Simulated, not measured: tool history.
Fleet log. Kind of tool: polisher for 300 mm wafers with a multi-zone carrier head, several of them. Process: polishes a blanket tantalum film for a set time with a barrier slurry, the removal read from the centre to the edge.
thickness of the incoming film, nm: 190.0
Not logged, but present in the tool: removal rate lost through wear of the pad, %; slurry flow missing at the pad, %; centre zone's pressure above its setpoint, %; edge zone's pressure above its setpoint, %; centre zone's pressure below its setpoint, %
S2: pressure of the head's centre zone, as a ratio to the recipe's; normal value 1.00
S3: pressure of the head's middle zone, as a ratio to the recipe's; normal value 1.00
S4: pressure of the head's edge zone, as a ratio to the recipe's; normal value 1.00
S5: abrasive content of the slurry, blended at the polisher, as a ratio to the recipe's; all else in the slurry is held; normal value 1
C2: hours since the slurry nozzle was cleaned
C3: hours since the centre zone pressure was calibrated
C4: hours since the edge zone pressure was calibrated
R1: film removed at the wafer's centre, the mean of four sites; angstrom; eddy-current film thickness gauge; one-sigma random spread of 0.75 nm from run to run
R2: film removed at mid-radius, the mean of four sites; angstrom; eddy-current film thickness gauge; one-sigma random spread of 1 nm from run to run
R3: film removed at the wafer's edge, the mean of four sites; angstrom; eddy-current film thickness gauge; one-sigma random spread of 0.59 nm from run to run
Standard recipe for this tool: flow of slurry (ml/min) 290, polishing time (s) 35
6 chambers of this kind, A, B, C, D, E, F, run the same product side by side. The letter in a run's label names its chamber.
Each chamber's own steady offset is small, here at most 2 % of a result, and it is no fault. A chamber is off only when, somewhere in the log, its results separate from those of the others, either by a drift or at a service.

{"run": "1B", "hour": 11.0, "flow of slurry (ml/min)": 290, "S2": 1.0, "S3": 1.0, "S4": 1.0, "S5": 1, "polishing time (s)": 35, "wafers polished on this pad": 787, "C2": 705.8, "C3": 708.1, "C4": 765.0, "R1": 666.45, "R2": 682.42, "R3": 678.68}
{"hour": 14.9, "done": "chamber F: worn pad replaced by a new one"}
{"hour": 15.8, "done": "chamber C: worn pad replaced by a new one"}
{"hour": 17.2, "done": "chamber E: worn pad replaced by a new one"}
{"run": "2E", "hour": 18.3, "flow of slurry (ml/min)": 290, "S2": 1.0, "S3": 1.0, "S4": 1.0, "S5": 1, "polishing time (s)": 35, "wafers polished on this pad": 18, "C2": 144.8, "C3": 386.9, "C4": 75.7, "R1": 680.77, "R2": 668.3, "R3": 676.37}
{"hour": 24.5, "done": "chamber D: slurry nozzle cleaned"}
{"run": "3C", "hour": 26.6, "flow of slurry (ml/min)": 290, "S2": 1.0, "S3": 1.0, "S4": 1.0, "S5": 1, "polishing time (s)": 35, "wafers polished on this pad": 173, "C2": 386.5, "C3": 600.0, "C4": 284.1, "R1": 694.44, "R2": 682.75, "R3": 678.18}
{"hour": 31.9, "done": "chamber F: centre zone pressure recalibrated"}
{"run": "4F", "hour": 37.7, "flow of slurry (ml/min)": 290, "S2": 1.0, "S3": 1.0, "S4": 1.0, "S5": 1, "polishing time (s)": 35, "wafers polished on this pad": 365, "C2": 126.8, "C3": 5.9, "C4": 174.5, "R1": 685.45, "R2": 690.25, "R3": 672.63}
{"hour": 41.8, "done": "chamber C: slurry nozzle cleaned"}
{"hour": 42.8, "done": "chamber B: worn pad replaced by a new one"}
{"hour": 43.2, "done": "chamber A: worn pad replaced by a new one"}
{"run": "5A", "hour": 45.9, "flow of slurry (ml/min)": 290, "S2": 1.0, "S3": 1.0, "S4": 1.0, "S5": 1, "polishing time (s)": 35, "wafers polished on this pad": 43, "C2": 137.4, "C3": 921.0, "C4": 416.0, "R1": 690.95, "R2": 680.46, "R3": 676.88}
{"run": "6D", "hour": 54.3, "flow of slurry (ml/min)": 290, "S2": 1.0, "S3": 1.0, "S4": 1.0, "S5": 1, "polishing time (s)": 35, "wafers polished on this pad": 1075, "C2": 29.8, "C3": 184.0, "C4": 327.4, "R1": 695.4, "R2": 675.61, "R3": 692.16}
{"run": "7F", "hour": 66.3, "flow of slurry (ml/min)": 290, "S2": 1.0, "S3": 1.0, "S4": 1.0, "S5": 1, "polishing time (s)": 35, "wafers polished on this pad": 822, "C2": 155.4, "C3": 34.5, "C4": 203.1, "R1": 686.95, "R2": 671.36, "R3": 673.8}
{"run": "8B", "hour": 80.4, "flow of slurry (ml/min)": 290, "S2": 1.0, "S3": 1.0, "S4": 1.0, "S5": 1, "polishing time (s)": 35, "wafers polished on this pad": 601, "C2": 775.2, "C3": 777.5, "C4": 834.4, "R1": 666.81, "R2": 694.22, "R3": 681.39}
{"hour": 86.5, "done": "chamber D: worn pad replaced by a new one"}
{"run": "9E", "hour": 91.8, "flow of slurry (ml/min)": 290, "S2": 1.0, "S3": 1.0, "S4": 0.92, "S5": 1, "polishing time (s)": 35, "wafers polished on this pad": 1193, "C2": 218.3, "C3": 460.4, "C4": 149.2, "R1": 664.11, "R2": 669.1, "R3": 661.3}
{"hour": 97.3, "done": "chamber E: worn pad replaced by a new one"}
{"run": "10C", "hour": 98.9, "flow of slurry (ml/min)": 290, "S2": 1.0, "S3": 1.0, "S4": 0.92, "S5": 1, "polishing time (s)": 35, "wafers polished on this pad": 1329, "C2": 57.2, "C3": 672.3, "C4": 356.4, "R1": 678.74, "R2": 671.91, "R3": 637.59}
{"hour": 100.3, "done": "chamber C: worn pad replaced by a new one"}
{"run": "11D", "hour": 107.0, "flow of slurry (ml/min)": 290, "S2": 1.0, "S3": 1.0, "S4": 0.92, "S5": 1, "polishing time (s)": 35, "wafers polished on this pad": 328, "C2": 82.5, "C3": 236.7, "C4": 380.1, "R1": 672.42, "R2": 690.73, "R3": 670.23}
{"hour": 113.0, "done": "chamber F: worn pad replaced by a new one"}
{"run": "12A", "hour": 117.0, "flow of slurry (ml/min)": 290, "S2": 1.0, "S3": 1.0, "S4": 0.92, "S5": 1, "polishing time (s)": 35, "wafers polished on this pad": 1179, "C2": 208.5, "C3": 992.1, "C4": 487.1, "R1": 680.74, "R2": 688.95, "R3": 650.92}
{"hour": 120.9, "done": "chamber A: worn pad replaced by a new one"}
{"hour": 122.1, "done": "chamber B: worn pad replaced by a new one"}
{"run": "13E", "hour": 125.6, "flow of slurry (ml/min)": 290, "S2": 1.0, "S3": 1.0, "S4": 0.92, "S5": 1, "polishing time (s)": 35, "wafers polished on this pad": 452, "C2": 252.1, "C3": 494.2, "C4": 183.0, "R1": 673.69, "R2": 677.01, "R3": 653.26}
{"run": "14B", "hour": 132.3, "flow of slurry (ml/min)": 290, "S2": 1.0, "S3": 1.0, "S4": 0.92, "S5": 1, "polishing time (s)": 35, "wafers polished on this pad": 163, "C2": 827.1, "C3": 829.4, "C4": 886.3, "R1": 682.6, "R2": 684.34, "R3": 650.94}
{"run": "15A", "hour": 140.6, "flow of slurry (ml/min)": 290, "S2": 1.0, "S3": 1.0, "S4": 1.0, "S5": 1, "polishing time (s)": 35, "wafers polished on this pad": 316, "C2": 232.1, "C3": 1015.7, "C4": 510.7, "R1": 672.64, "R2": 685.75, "R3": 666.42}
{"hour": 152.3, "done": "chamber A: slurry nozzle cleaned"}
{"run": "16D", "hour": 152.7, "flow of slurry (ml/min)": 290, "S2": 1.07, "S3": 1.11, "S4": 1.0, "S5": 1, "polishing time (s)": 35, "wafers polished on this pad": 1059, "C2": 128.2, "C3": 282.4, "C4": 425.8, "R1": 741.49, "R2": 751.02, "R3": 698.93}
{"run": "17F", "hour": 160.2, "flow of slurry (ml/min)": 290, "S2": 1.07, "S3": 1.11, "S4": 1.0, "S5": 1, "polishing time (s)": 35, "wafers polished on this pad": 754, "C2": 249.3, "C3": 128.4, "C4": 297.0, "R1": 749.66, "R2": 760.06, "R3": 679.35}
{"hour": 166.2, "done": "chamber D: worn pad replaced by a new one"}
{"hour": 170.2, "done": "chamber B: slurry nozzle cleaned"}
{"run": "18C", "hour": 174.6, "flow of slurry (ml/min)": 290, "S2": 1.07, "S3": 1.11, "S4": 1.0, "S5": 1, "polishing time (s)": 35, "wafers polished on this pad": 1187, "C2": 132.9, "C3": 748.0, "C4": 432.1, "R1": 742.84, "R2": 738.07, "R3": 666.56}
{"hour": 177.3, "done": "chamber C: worn pad replaced by a new one"}
{"hour": 180.7, "done": "chamber E: worn pad replaced by a new one"}
{"hour": 181.9, "done": "chamber C: centre zone pressure recalibrated"}
{"run": "19F", "hour": 187.9, "flow of slurry (ml/min)": 290, "S2": 1.07, "S3": 1.11, "S4": 1.0, "S5": 1, "polishing time (s)": 35, "wafers polished on this pad": 1197, "C2": 277.0, "C3": 156.1, "C4": 324.7, "R1": 732.06, "R2": 754.27, "R3": 673.49}
{"hour": 191.1, "done": "chamber A: worn pad replaced by a new one"}
{"hour": 192.6, "done": "chamber B: worn pad replaced by a new one"}
{"hour": 196.1, "done": "chamber F: worn pad replaced by a new one"}
{"run": "20D", "hour": 196.4, "flow of slurry (ml/min)": 290, "S2": 1.07, "S3": 1.11, "S4": 1.0, "S5": 1, "polishing time (s)": 35, "wafers polished on this pad": 482, "C2": 171.9, "C3": 326.1, "C4": 469.5, "R1": 732.87, "R2": 740.36, "R3": 688.85}
{"run": "21E", "hour": 207.2, "flow of slurry (ml/min)": 290, "S2": 1.07, "S3": 1.11, "S4": 1.0, "S5": 1, "polishing time (s)": 35, "wafers polished on this pad": 424, "C2": 333.7, "C3": 575.8, "C4": 264.6, "R1": 721.02, "R2": 748.01, "R3": 671.24}
{"run": "22A", "hour": 219.2, "flow of slurry (ml/min)": 290, "S2": 1.0, "S3": 1.0, "S4": 1.0, "S5": 1, "polishing time (s)": 35, "wafers polished on this pad": 450, "C2": 67.0, "C3": 1094.3, "C4": 589.3, "R1": 689.24, "R2": 680.78, "R3": 674.52}
{"hour": 222.6, "done": "chamber C: edge zone pressure recalibrated"}
{"run": "23B", "hour": 230.4, "flow of slurry (ml/min)": 290, "S2": 1.0, "S3": 1.0, "S4": 1.0, "S5": 1, "polishing time (s)": 35, "wafers polished on this pad": 605, "C2": 60.2, "C3": 927.5, "C4": 984.4, "R1": 677.6, "R2": 677.44, "R3": 676.73}
{"hour": 231.4, "done": "chamber E: slurry nozzle cleaned"}
{"run": "24C", "hour": 240.4, "flow of slurry (ml/min)": 290, "S2": 1.0, "S3": 1.0, "S4": 1.0, "S5": 1, "polishing time (s)": 35, "wafers polished on this pad": 1008, "C2": 198.7, "C3": 58.6, "C4": 17.8, "R1": 673.94, "R2": 674.15, "R3": 671.59}
{"hour": 245.6, "done": "chamber C: worn pad replaced by a new one"}
{"hour": 246.7, "done": "chamber D: worn pad replaced by a new one"}
{"run": "25A", "hour": 250.0, "flow of slurry (ml/min)": 290, "S2": 1.0, "S3": 1.0, "S4": 1.0, "S5": 1, "polishing time (s)": 35, "wafers polished on this pad": 942, "C2": 97.8, "C3": 1125.1, "C4": 620.1, "R1": 683.15, "R2": 683.79, "R3": 682.21}
{"run": "26B", "hour": 256.7, "flow of slurry (ml/min)": 235, "S2": 1.0, "S3": 1.11, "S4": 1.0, "S5": 1, "polishing time (s)": 35, "wafers polished on this pad": 1025, "C2": 86.5, "C3": 953.8, "C4": 1010.7, "R1": 669.57, "R2": 727.84, "R3": 673.77}
{"run": "27F", "hour": 265.6, "flow of slurry (ml/min)": 235, "S2": 1.0, "S3": 1.11, "S4": 1.0, "S5": 1, "polishing time (s)": 35, "wafers polished on this pad": 1111, "C2": 354.7, "C3": 233.8, "C4": 402.4, "R1": 660.55, "R2": 732.11, "R3": 668.48}
{"hour": 266.1, "done": "chamber E: worn pad replaced by a new one"}
{"hour": 266.2, "done": "chamber A: worn pad replaced by a new one"}
{"hour": 268.3, "done": "chamber B: worn pad replaced by a new one"}
{"run": "28C", "hour": 272.7, "flow of slurry (ml/min)": 235, "S2": 1.0, "S3": 1.11, "S4": 1.0, "S5": 1, "polishing time (s)": 35, "wafers polished on this pad": 434, "C2": 231.0, "C3": 90.9, "C4": 50.1, "R1": 663.56, "R2": 748.61, "R3": 654.23}
{"hour": 275.9, "done": "chamber F: worn pad replaced by a new one"}
{"run": "29E", "hour": 284.0, "flow of slurry (ml/min)": 235, "S2": 1.0, "S3": 1.11, "S4": 1.0, "S5": 1, "polishing time (s)": 35, "wafers polished on this pad": 286, "C2": 52.7, "C3": 652.6, "C4": 341.4, "R1": 624.58, "R2": 715.25, "R3": 665.0}
{"run": "30D", "hour": 298.8, "flow of slurry (ml/min)": 235, "S2": 1.0, "S3": 1.11, "S4": 1.0, "S5": 1, "polishing time (s)": 35, "wafers polished on this pad": 832, "C2": 274.3, "C3": 428.5, "C4": 571.9, "R1": 653.84, "R2": 698.74, "R3": 678.72}
{"run": "31E", "hour": 308.6, "flow of slurry (ml/min)": 235, "S2": 1.0, "S3": 1.11, "S4": 1.0, "S5": 1, "polishing time (s)": 35, "wafers polished on this pad": 679, "C2": 77.3, "C3": 677.2, "C4": 366.0, "R1": 609.14, "R2": 708.15, "R3": 677.27}
{"run": "32D", "hour": 318.4, "flow of slurry (ml/min)": 290, "S2": 1.0, "S3": 1.0, "S4": 1.0, "S5": 1, "polishing time (s)": 35, "wafers polished on this pad": 1146, "C2": 293.9, "C3": 448.1, "C4": 591.5, "R1": 685.09, "R2": 669.08, "R3": 696.22}
{"hour": 323.1, "done": "chamber C: worn pad replaced by a new one"}
{"run": "33C", "hour": 331.8, "flow of slurry (ml/min)": 290, "S2": 1.0, "S3": 1.0, "S4": 1.0, "S5": 1, "polishing time (s)": 35, "wafers polished on this pad": 139, "C2": 290.1, "C3": 150.0, "C4": 109.2, "R1": 693.58, "R2": 690.86, "R3": 686.65}
{"hour": 332.7, "done": "chamber E: worn pad replaced by a new one"}
{"hour": 341.9, "done": "chamber B: worn pad replaced by a new one"}
{"run": "34A", "hour": 343.7, "flow of slurry (ml/min)": 290, "S2": 1.0, "S3": 1.0, "S4": 1.0, "S5": 1, "polishing time (s)": 35, "wafers polished on this pad": 1239, "C2": 191.5, "C3": 1218.8, "C4": 713.8, "R1": 681.01, "R2": 685.26, "R3": 676.89}
{"run": "35F", "hour": 351.4, "flow of slurry (ml/min)": 290, "S2": 1.0, "S3": 1.0, "S4": 1.0, "S5": 1, "polishing time (s)": 35, "wafers polished on this pad": 1207, "C2": 440.5, "C3": 319.6, "C4": 488.2, "R1": 681.99, "R2": 683.28, "R3": 667.01}
{"run": "36B", "hour": 359.6, "flow of slurry (ml/min)": 290, "S2": 1.0, "S3": 1.0, "S4": 1.0, "S5": 1, "polishing time (s)": 35, "wafers polished on this pad": 283, "C2": 189.4, "C3": 1056.7, "C4": 1113.6, "R1": 678.03, "R2": 693.43, "R3": 672.51}
{"run": "37B", "hour": 369.2, "flow of slurry (ml/min)": 290, "S2": 1.0, "S3": 1.0, "S4": 1.0, "S5": 1, "polishing time (s)": 35, "wafers polished on this pad": 437, "C2": 199.0, "C3": 1066.3, "C4": 1123.2, "R1": 677.67, "R2": 700.73, "R3": 665.75}
{"run": "38E", "hour": 376.3, "flow of slurry (ml/min)": 290, "S2": 1.0, "S3": 1.0, "S4": 1.0, "S5": 1, "polishing time (s)": 35, "wafers polished on this pad": 697, "C2": 145.0, "C3": 744.9, "C4": 433.7, "R1": 626.72, "R2": 677.3, "R3": 678.13}

All 6 chambers run these settings next. Forecast each chamber's results:
{"run": "39A", "hour": 387.3, "flow of slurry (ml/min)": 290, "S2": 1.0, "S3": 1.0, "S4": 0.96, "S5": 1, "polishing time (s)": 35, "R1": "?", "R2": "?", "R3": "?"}
{"run": "39B", "hour": 387.3, "flow of slurry (ml/min)": 290, "S2": 1.0, "S3": 1.0, "S4": 0.96, "S5": 1, "polishing time (s)": 35, "R1": "?", "R2": "?", "R3": "?"}
{"run": "39C", "hour": 387.3, "flow of slurry (ml/min)": 290, "S2": 1.0, "S3": 1.0, "S4": 0.96, "S5": 1, "polishing time (s)": 35, "R1": "?", "R2": "?", "R3": "?"}
{"run": "39D", "hour": 387.3, "flow of slurry (ml/min)": 290, "S2": 1.0, "S3": 1.0, "S4": 0.96, "S5": 1, "polishing time (s)": 35, "R1": "?", "R2": "?", "R3": "?"}
{"run": "39E", "hour": 387.3, "flow of slurry (ml/min)": 290, "S2": 1.0, "S3": 1.0, "S4": 0.96, "S5": 1, "polishing time (s)": 35, "R1": "?", "R2": "?", "R3": "?"}
{"run": "39F", "hour": 387.3, "flow of slurry (ml/min)": 290, "S2": 1.0, "S3": 1.0, "S4": 0.96, "S5": 1, "polishing time (s)": 35, "R1": "?", "R2": "?", "R3": "?"}

run=39A R1=667.65 R2=690.22 R3=659.35
run=39B R1=671.07 R2=681.94 R3=670.12
run=39C R1=685.31 R2=664.49 R3=662.81
run=39D R1=671.78 R2=677.90 R3=673.72
run=39E R1=628.46 R2=667.92 R3=673.38
run=39F R1=675.40 R2=700.70 R3=660.01
